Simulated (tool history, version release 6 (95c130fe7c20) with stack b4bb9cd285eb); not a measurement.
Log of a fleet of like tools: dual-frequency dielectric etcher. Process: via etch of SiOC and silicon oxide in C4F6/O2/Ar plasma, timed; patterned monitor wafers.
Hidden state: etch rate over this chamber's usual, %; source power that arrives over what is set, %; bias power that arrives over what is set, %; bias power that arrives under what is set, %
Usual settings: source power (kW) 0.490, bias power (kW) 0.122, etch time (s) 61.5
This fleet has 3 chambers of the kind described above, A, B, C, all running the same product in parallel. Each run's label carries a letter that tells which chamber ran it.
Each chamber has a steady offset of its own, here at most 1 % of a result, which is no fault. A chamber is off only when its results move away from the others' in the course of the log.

| run | hour | source power (kW) | bias power (kW) | etch time (s) | hours since the last wet clean | hours since the last source power generator calibration | hours since the last bias power generator calibration | read-back reference wafer on the same gauge, depth_nm | mean etch depth across the wafer (angstrom) |
|---|---|---|---|---|---|---|---|---|---|
|  | 0.8 | chamber A: wet clean of the chamber |
| 1A | 6.2 | 0.490 | 0.122 | 61.5 | 5.4 | 2668.3 | 1532.6 | 58.892 | 669.34 |
| 2B | 13.6 | 0.490 | 0.122 | 61.5 | 64.9 | 1471.6 | 776.2 | 58.931 | 670.11 |
| 3C | 21.6 | 0.490 | 0.122 | 61.5 | 304.5 | 1281.6 | 3308.6 | 58.909 | 664.58 |
| 4A | 26.0 | 0.490 | 0.122 | 61.5 | 25.2 | 2688.1 | 1552.4 | 58.908 | 670.65 |
| 5C | 34.5 | 0.490 | 0.122 | 61.5 | 317.4 | 1294.5 | 3321.5 | 58.950 | 666.31 |
| 6B | 42.3 | 0.490 | 0.122 | 61.5 | 93.6 | 1500.3 | 804.9 | 58.965 | 669.56 |
| 7C | 48.0 | 0.490 | 0.122 | 61.5 | 330.9 | 1308.0 | 3335.0 | 58.957 | 666.30 |
| 8B | 53.5 | 0.490 | 0.122 | 61.5 | 104.8 | 1511.5 | 816.1 | 58.982 | 668.73 |
| 9A | 57.5 | 0.490 | 0.122 | 61.5 | 56.7 | 2719.6 | 1583.9 | 58.983 | 672.70 |
| 10C | 62.8 | 0.490 | 0.122 | 61.5 | 345.7 | 1322.8 | 3349.8 | 58.987 | 666.06 |
| 11A | 69.6 | 0.490 | 0.122 | 61.5 | 68.8 | 2731.7 | 1596.0 | 58.996 | 673.83 |
| 12B | 76.7 | 0.490 | 0.122 | 61.5 | 128.0 | 1534.7 | 839.3 | 59.013 | 670.00 |
| 13A | 84.1 | 0.490 | 0.111 | 61.5 | 83.3 | 2746.2 | 1610.5 | 59.032 | 655.29 |
| 14B | 89.7 | 0.490 | 0.111 | 61.5 | 141.0 | 1547.7 | 852.3 | 59.058 | 654.00 |
| 15C | 96.4 | 0.490 | 0.111 | 61.5 | 379.3 | 1356.4 | 3383.4 | 59.007 | 650.64 |
| 16C | 103.8 | 0.490 | 0.122 | 61.5 | 386.7 | 1363.8 | 3390.8 | 59.045 | 666.62 |
| 17A | 112.8 | 0.490 | 0.122 | 61.5 | 112.0 | 2774.9 | 1639.2 | 59.062 | 670.73 |
| 18B | 120.0 | 0.430 | 0.122 | 61.5 | 171.3 | 1578.0 | 882.6 | 59.056 | 639.05 |
| 19A | 126.3 | 0.430 | 0.122 | 61.5 | 125.5 | 2788.4 | 1652.7 | 59.078 | 640.01 |
| 20B | 132.4 | 0.430 | 0.122 | 61.5 | 183.7 | 1590.4 | 895.0 | 59.087 | 638.01 |
| 21C | 139.0 | 0.490 | 0.122 | 61.5 | 421.9 | 1399.0 | 3426.0 | 59.087 | 666.01 |
| 22A | 148.1 | 0.490 | 0.122 | 61.5 | 147.3 | 2810.2 | 1674.5 | 59.118 | 675.10 |
| 23B | 152.5 | 0.490 | 0.122 | 61.5 | 203.8 | 1610.5 | 915.1 | 59.107 | 672.28 |
| 24C | 158.0 | 0.490 | 0.122 | 61.5 | 440.9 | 1418.0 | 3445.0 | 59.112 | 664.96 |
| 25C | 165.0 | 0.490 | 0.122 | 61.5 | 447.9 | 1425.0 | 3452.0 | 59.138 | 666.41 |
| 26B | 172.6 | 0.490 | 0.122 | 61.5 | 223.9 | 1630.6 | 935.2 | 59.147 | 671.75 |
| 27A | 179.6 | 0.490 | 0.101 | 61.5 | 178.8 | 2841.7 | 1706.0 | 59.160 | 637.80 |
| 28A | 188.0 | 0.490 | 0.101 | 61.5 | 187.2 | 2850.1 | 1714.4 | 59.162 | 639.11 |
| 29C | 192.3 | 0.490 | 0.101 | 61.5 | 475.2 | 1452.3 | 3479.3 | 59.155 | 632.57 |
| 30B | 200.4 | 0.490 | 0.122 | 61.5 | 251.7 | 1658.4 | 963.0 | 59.168 | 671.99 |
| 31C | 205.6 | 0.490 | 0.122 | 61.5 | 488.5 | 1465.6 | 3492.6 | 59.180 | 669.42 |
|  | 214.3 | chamber C: wet clean of the chamber |
| 32A | 214.7 | 0.490 | 0.122 | 61.5 | 213.9 | 2876.8 | 1741.1 | 59.194 | 675.06 |
| 33B | 219.9 | 0.490 | 0.122 | 61.5 | 271.2 | 1677.9 | 982.5 | 59.195 | 671.27 |
| 34B | 224.0 | 0.490 | 0.122 | 61.5 | 275.3 | 1682.0 | 986.6 | 59.199 | 674.45 |
| 35C | 229.0 | 0.490 | 0.122 | 61.5 | 14.8 | 1489.0 | 3516.0 | 59.203 | 668.19 |
| 36A | 235.1 | 0.490 | 0.122 | 61.5 | 234.3 | 2897.2 | 1761.5 | 59.209 | 675.08 |
| 37C | 243.6 | 0.490 | 0.122 | 61.5 | 29.4 | 1503.6 | 3530.6 | 59.201 | 668.05 |
| 38A | 252.6 | 0.490 | 0.122 | 61.5 | 251.8 | 2914.7 | 1779.0 | 59.260 | 673.00 |
| 39B | 260.0 | 0.490 | 0.122 | 54.0 | 311.3 | 1718.0 | 1022.6 | 59.248 | 592.02 |

Next, all 3 chambers run the settings below, one line each with question marks for the results. What does each chamber give?
| 40A | 266.7 | 0.490 | 0.122 | 70.5 |  |  |  |  | ? |
| 40B | 266.7 | 0.490 | 0.122 | 70.5 |  |  |  |  | ? |
| 40C | 266.7 | 0.490 | 0.122 | 70.5 |  |  |  |  | ? |

| run | mean etch depth across the wafer (angstrom) |
|---|---|
| 40A | 774.74 |
| 40B | 772.99 |
| 40C | 768.59 |
